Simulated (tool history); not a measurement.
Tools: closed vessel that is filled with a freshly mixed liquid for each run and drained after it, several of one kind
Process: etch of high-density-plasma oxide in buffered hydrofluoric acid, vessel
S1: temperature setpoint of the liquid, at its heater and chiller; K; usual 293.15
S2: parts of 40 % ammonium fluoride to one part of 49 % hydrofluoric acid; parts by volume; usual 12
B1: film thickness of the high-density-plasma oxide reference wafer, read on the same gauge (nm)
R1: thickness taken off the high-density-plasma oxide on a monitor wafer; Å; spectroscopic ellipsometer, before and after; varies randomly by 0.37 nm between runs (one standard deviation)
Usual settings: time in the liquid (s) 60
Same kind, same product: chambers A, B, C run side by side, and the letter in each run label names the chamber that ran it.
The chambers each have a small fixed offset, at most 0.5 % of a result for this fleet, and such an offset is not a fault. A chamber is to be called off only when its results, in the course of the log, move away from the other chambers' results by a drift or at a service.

{"run": "1B", "hour": 10.9, "S1": 293.15, "S2": 12, "time in the liquid (s)": 60, "B1": 129.98, "R1": 532.95}
{"run": "2A", "hour": 15.8, "S1": 293.15, "S2": 12, "time in the liquid (s)": 60, "B1": 129.95, "R1": 528.03}
{"run": "3C", "hour": 23.8, "S1": 293.15, "S2": 12, "time in the liquid (s)": 60, "B1": 129.98, "R1": 532.41}
{"hour": 27.9, "done": "chamber C: thermometer replaced"}
{"run": "4A", "hour": 29.5, "S1": 293.15, "S2": 12, "time in the liquid (s)": 60, "B1": 130.03, "R1": 531.46}
{"run": "5C", "hour": 39.3, "S1": 293.15, "S2": 12, "time in the liquid (s)": 60, "B1": 130.03, "R1": 529.17}
{"run": "6B", "hour": 49.5, "S1": 290.65, "S2": 9, "time in the liquid (s)": 60, "B1": 130.03, "R1": 596.19}
{"run": "7C", "hour": 60.4, "S1": 290.65, "S2": 9, "time in the liquid (s)": 60, "B1": 130.02, "R1": 596.75}
{"run": "8A", "hour": 67.7, "S1": 290.65, "S2": 9, "time in the liquid (s)": 60, "B1": 129.97, "R1": 594.07}
{"run": "9B", "hour": 74.9, "S1": 293.15, "S2": 12, "time in the liquid (s)": 60, "B1": 130, "R1": 534.79}
{"run": "10C", "hour": 81.9, "S1": 293.15, "S2": 12, "time in the liquid (s)": 60, "B1": 129.99, "R1": 531.52}
{"run": "11B", "hour": 89.1, "S1": 293.15, "S2": 12, "time in the liquid (s)": 60, "B1": 130, "R1": 526.01}
{"run": "12A", "hour": 100.3, "S1": 293.15, "S2": 12, "time in the liquid (s)": 60, "B1": 130, "R1": 537.52}
{"run": "13C", "hour": 106.2, "S1": 293.15, "S2": 12, "time in the liquid (s)": 60, "B1": 130, "R1": 531.05}
{"run": "14A", "hour": 111.4, "S1": 293.15, "S2": 12, "time in the liquid (s)": 70, "B1": 129.99, "R1": 623.18}
{"run": "15B", "hour": 116.6, "S1": 293.15, "S2": 12, "time in the liquid (s)": 70, "B1": 130.01, "R1": 620.52}
{"run": "16C", "hour": 124.1, "S1": 293.15, "S2": 12, "time in the liquid (s)": 70, "B1": 129.99, "R1": 621.67}
{"run": "17B", "hour": 130.5, "S1": 293.15, "S2": 12, "time in the liquid (s)": 60, "B1": 129.97, "R1": 535.27}
{"run": "18A", "hour": 139.5, "S1": 293.15, "S2": 12, "time in the liquid (s)": 60, "B1": 129.98, "R1": 530.72}
{"run": "19A", "hour": 145.6, "S1": 293.15, "S2": 12, "time in the liquid (s)": 60, "B1": 129.98, "R1": 527.53}
{"run": "20C", "hour": 150.9, "S1": 293.15, "S2": 12, "time in the liquid (s)": 60, "B1": 129.96, "R1": 530.67}
{"run": "21B", "hour": 157.4, "S1": 293.15, "S2": 12, "time in the liquid (s)": 60, "B1": 129.97, "R1": 528.88}
{"run": "22B", "hour": 163.6, "S1": 293.15, "S2": 12, "time in the liquid (s)": 60, "B1": 129.98, "R1": 535.05}
{"run": "23A", "hour": 172.3, "S1": 293.15, "S2": 12, "time in the liquid (s)": 60, "B1": 130.03, "R1": 529.4}
{"run": "24C", "hour": 178.4, "S1": 293.15, "S2": 12, "time in the liquid (s)": 60, "B1": 130.02, "R1": 525.71}
{"run": "25B", "hour": 184.0, "S1": 293.15, "S2": 12, "time in the liquid (s)": 60, "B1": 130.01, "R1": 529.11}
{"run": "26A", "hour": 192.8, "S1": 293.15, "S2": 12, "time in the liquid (s)": 60, "B1": 129.98, "R1": 534.69}
{"run": "27C", "hour": 201.4, "S1": 293.15, "S2": 12, "time in the liquid (s)": 60, "B1": 129.99, "R1": 528.32}
{"run": "28B", "hour": 211.3, "S1": 293.15, "S2": 12, "time in the liquid (s)": 60, "B1": 129.97, "R1": 532.09}
{"run": "29A", "hour": 222.3, "S1": 290.15, "S2": 12, "time in the liquid (s)": 30, "B1": 130.03, "R1": 223.59}
{"run": "30C", "hour": 232.5, "S1": 290.15, "S2": 12, "time in the liquid (s)": 30, "B1": 129.97, "R1": 225.42}
{"run": "31A", "hour": 242.6, "S1": 290.15, "S2": 12, "time in the liquid (s)": 30, "B1": 129.97, "R1": 224.45}
{"run": "32C", "hour": 248.7, "S1": 293.15, "S2": 12, "time in the liquid (s)": 60, "B1": 129.94, "R1": 532.88}
{"run": "33B", "hour": 254.7, "S1": 293.15, "S2": 10, "time in the liquid (s)": 60, "B1": 130.02, "R1": 630.45}

One chamber off, gauge drift, or nothing amiss beyond the chambers' own small offsets? If it is a chamber, which one, and what is the likeliest cause?

Neither any chamber nor the gauge drifts; the chambers differ only by their own small, steady offsets.
